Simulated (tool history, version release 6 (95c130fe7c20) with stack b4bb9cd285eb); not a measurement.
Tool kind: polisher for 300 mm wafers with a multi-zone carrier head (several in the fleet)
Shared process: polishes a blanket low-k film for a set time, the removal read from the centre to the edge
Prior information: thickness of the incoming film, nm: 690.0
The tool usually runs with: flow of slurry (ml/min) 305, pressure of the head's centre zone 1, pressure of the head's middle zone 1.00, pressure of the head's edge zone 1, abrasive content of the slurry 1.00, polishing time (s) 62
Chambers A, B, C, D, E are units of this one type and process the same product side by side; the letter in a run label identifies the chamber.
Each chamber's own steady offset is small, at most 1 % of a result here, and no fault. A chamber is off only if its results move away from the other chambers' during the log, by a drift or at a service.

run,hour,flow of slurry (ml/min),pressure of the head's centre zone,pressure of the head's middle zone,pressure of the head's edge zone,abrasive content of the slurry,polishing time (s),wafers polished on this pad,hours since the slurry nozzle was cleaned,hours since the centre zone pressure was calibrated,hours since the edge zone pressure was calibrated,film removed at the wafer's centre (nm),film removed at mid-radius (nm),film removed at the wafer's edge (nm)
1E,9.3,305,1,1.00,1,1.00,62,348,275.9,1222.9,192.4,18.636,18.651,18.670
2B,14.2,305,1,1.00,1,1.00,62,428,433.6,679.0,266.1,18.795,18.244,19.045
3A,18.4,305,1,1.00,1,1.00,62,1080,188.9,123.6,1101.7,18.797,19.166,19.225
# hour 23.2: chamber A: worn pad replaced by a new one
4D,25.7,305,1,1.00,1,1.00,62,622,103.6,236.2,39.4,18.899,19.294,18.386
# hour 28.5: chamber D: worn pad replaced by a new one
5C,33.0,305,1,0.95,1,1.00,76,639,63.6,871.9,104.6,22.983,21.523,22.503
# hour 33.9: chamber B: worn pad replaced by a new one
6A,38.5,305,1,0.95,1,1.00,76,142,209.0,143.7,1121.8,23.510,22.046,23.541
7D,42.9,305,1,0.95,1,1.00,76,133,120.8,253.4,56.6,22.735,21.186,22.931
8B,49.7,305,1,0.95,1,1.00,76,146,469.1,714.5,301.6,22.736,21.597,22.850
9E,56.5,305,1,0.95,1,1.00,76,784,323.1,1270.1,239.6,22.496,22.890,23.228
10C,61.8,305,1,1.00,1,1.00,62,905,92.4,900.7,133.4,18.680,18.429,18.762
11C,68.6,305,1,1.00,1,1.00,62,968,99.2,907.5,140.2,18.819,18.652,18.804
12D,76.5,305,1,1.00,1,0.75,62,444,154.4,287.0,90.2,16.427,16.348,16.082
13E,83.7,305,1,1.00,1,0.75,62,1036,350.3,1297.3,266.8,15.997,16.385,16.199
14A,89.2,305,1,1.00,1,0.75,62,610,259.7,194.4,1172.5,16.594,16.352,16.218
15B,96.1,305,1,1.00,1,0.75,62,574,515.5,760.9,348.0,16.100,16.043,16.168
# hour 98.4: chamber D: worn pad replaced by a new one
# hour 99.1: chamber C: worn pad replaced by a new one
16B,105.5,305,1,1.00,1,0.75,62,661,524.9,770.3,357.4,16.260,16.012,16.565
# hour 106.2: chamber B: worn pad replaced by a new one
17E,114.2,305,1,1.00,1,1.00,62,1318,380.8,1327.8,297.3,18.267,18.756,18.289
18D,120.8,375,1,1.00,1,1.00,62,207,198.7,331.3,134.5,19.326,19.122,18.720
19C,125.6,375,1,1.00,1,1.00,62,245,156.2,964.5,197.2,19.170,19.097,18.849
# hour 132.8: chamber A: worn pad replaced by a new one
20A,134.0,375,1,1.00,1,1.00,62,11,304.5,239.2,1217.3,19.382,19.076,19.082
21D,143.0,375,1,1.00,1,1.00,62,412,220.9,353.5,156.7,19.291,18.465,19.094
22B,148.2,375,1,1.00,1,1.00,62,388,567.6,813.0,400.1,18.945,19.070,19.443
23A,153.9,370,1,1.00,1,0.85,62,195,324.4,259.1,1237.2,17.787,17.810,17.286
# hour 161.2: chamber D: worn pad replaced by a new one
24C,162.3,370,1,1.00,1,0.85,62,584,192.9,1001.2,233.9,17.973,17.819,17.566
# hour 165.6: chamber E: centre zone pressure recalibrated
25E,167.1,370,1,1.00,1,0.85,62,1806,433.7,1.6,350.2,16.673,16.970,16.793
# hour 173.7: chamber B: worn pad replaced by a new one
26D,176.4,370,1,1.00,1,0.85,62,140,254.3,386.9,190.1,17.775,17.688,17.491
27A,183.1,370,1,1.00,1,0.85,62,465,353.6,288.3,1266.4,17.700,17.932,17.635
28E,191.0,235,1,1.00,1,1.00,46,2027,457.6,25.5,374.1,12.512,12.399,12.652
29B,198.9,235,1,1.00,1,1.00,46,233,618.3,863.7,450.8,13.379,13.138,13.743
30C,204.8,235,1,1.00,1,1.00,46,977,235.4,1043.7,276.4,13.374,13.734,13.520
31D,212.1,235,1,1.00,1,1.00,46,470,290.0,422.6,225.8,13.506,13.573,13.648
32B,216.3,235,1,1.00,1,1.00,46,394,635.7,881.1,468.2,13.332,13.268,13.557
33A,225.0,305,1,1.00,1,1.00,62,852,395.5,330.2,1308.3,19.108,18.865,18.727
34E,234.4,305,1,1.00,1,1.00,55,2428,501.0,68.9,417.5,15.117,15.431,15.117
# hour 237.9: chamber C: worn pad replaced by a new one
35C,242.0,305,1,1.00,1,1.00,55,38,272.6,1080.9,313.6,16.742,16.170,16.869
36B,247.8,305,1,1.00,1,1.00,55,685,667.2,912.6,499.7,16.553,16.150,16.470

Is one chamber out of step, is the gauge drifting, or do the chambers differ by no more than their own small offsets? For an off chamber, give its letter and the likeliest cause.

Little by little, chamber E moves away from the other chambers.
Likeliest cause: removal rate lost through wear of the pad, % = 9.19.

Chamber E could run next with any of the 4 candidate recipes listed below; each alters the usual settings, and their results appear as question marks. Which one brings its results back in line with what the other chambers deliver on the usual settings?
In-line tolerance around the mean of the other chambers on the usual settings: film removed at the wafer's centre (nm) 0.510; film removed at mid-radius (nm) 0.980; film removed at the wafer's edge (nm) 0.810
37E-1,254.6,305,1.01,1.00,1,1.00,65,,,,,?,?,?
37E-2,254.6,305,1.01,1.00,1,1.05,67,,,,,?,?,?
37E-3,254.6,305,0.99,1.00,1,0.95,57,,,,,?,?,?
37E-4,254.6,305,0.99,1.00,1,1.00,59,,,,,?,?,?

Average result of the remaining chambers running the usual settings: film removed at the wafer's centre (nm) 18.770; film removed at mid-radius (nm) 18.701; film removed at the wafer's edge (nm) 18.710
run,film removed at the wafer's centre (nm),film removed at mid-radius (nm),film removed at the wafer's edge (nm)
37E-1,17.863,17.810,17.923
37E-2,18.816,18.760,18.879
37E-3,14.966,15.259,15.354
37E-4,15.858,16.168,16.269
With 37E-2, the chamber falls back in line with the rest.

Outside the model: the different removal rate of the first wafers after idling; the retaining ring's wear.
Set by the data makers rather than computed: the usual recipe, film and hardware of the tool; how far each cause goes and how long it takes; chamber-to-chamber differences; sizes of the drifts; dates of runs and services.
